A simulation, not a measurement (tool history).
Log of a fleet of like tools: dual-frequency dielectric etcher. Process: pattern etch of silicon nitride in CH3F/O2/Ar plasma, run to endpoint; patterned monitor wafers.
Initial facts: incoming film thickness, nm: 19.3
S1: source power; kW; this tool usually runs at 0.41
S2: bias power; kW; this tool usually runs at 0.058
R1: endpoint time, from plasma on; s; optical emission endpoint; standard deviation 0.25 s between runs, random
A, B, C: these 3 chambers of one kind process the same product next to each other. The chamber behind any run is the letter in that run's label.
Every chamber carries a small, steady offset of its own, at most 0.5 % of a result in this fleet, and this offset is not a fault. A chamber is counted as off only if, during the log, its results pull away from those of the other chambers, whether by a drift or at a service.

run	hour	S1	S2	R1
1B	5.7	0.41	0.058	30.061
2C	12.1	0.41	0.058	29.232
3A	18.4	0.41	0.058	29.773
4B	24.5	0.41	0.058	29.799
5C	28.9	0.45	0.058	28.565
6A	35.9	0.45	0.058	28.404
7C	39.5	0.45	0.058	28.76
8A	44.2	0.41	0.058	29.365
9B	50.6	0.41	0.058	29.683
10A	55.4	0.41	0.058	29.87
11B	61.8	0.41	0.058	29.748
12C	68.8	0.41	0.058	29.666
# hour 69.6: chamber A: bias power generator calibrated
13C	75.8	0.41	0.058	29.601
14B	82.8	0.41	0.058	29.776
# hour 86.5: chamber B: source power generator calibrated
15A	87.9	0.41	0.058	29.644
16C	94.2	0.41	0.058	29.719
17B	99.1	0.41	0.058	29.844
18A	106.1	0.41	0.058	29.792
19C	112	0.41	0.058	30.137
20B	118.1	0.41	0.05	31.332
21A	122.8	0.41	0.05	31.274
22A	126.9	0.41	0.05	31.356
23C	134	0.41	0.058	30.187
24B	138.6	0.41	0.058	29.759
25B	141.8	0.41	0.058	29.763
26A	147	0.41	0.058	29.88
27C	153.2	0.35	0.05	32.913
28B	156.8	0.35	0.05	33.161
29C	163.7	0.35	0.05	32.653
30A	169.2	0.49	0.058	27.651
31C	175	0.49	0.058	27.691
32B	180.4	0.49	0.058	27.709
33A	186	0.41	0.058	30.027
34B	192.9	0.41	0.058	29.913
35A	196.5	0.41	0.058	29.557
36C	200.7	0.41	0.048	31.26
37A	203.9	0.41	0.048	31.379
38B	208	0.41	0.048	31.533
39C	211.2	0.41	0.058	29.96

All chambers now run identical settings, listed one chamber a line with results as question marks. What results will each chamber show?
40A	216.5	0.41	0.058	?
40B	216.5	0.41	0.058	?
40C	216.5	0.41	0.058	?

run	R1
40A	29.399
40B	30.13
40C	29.642
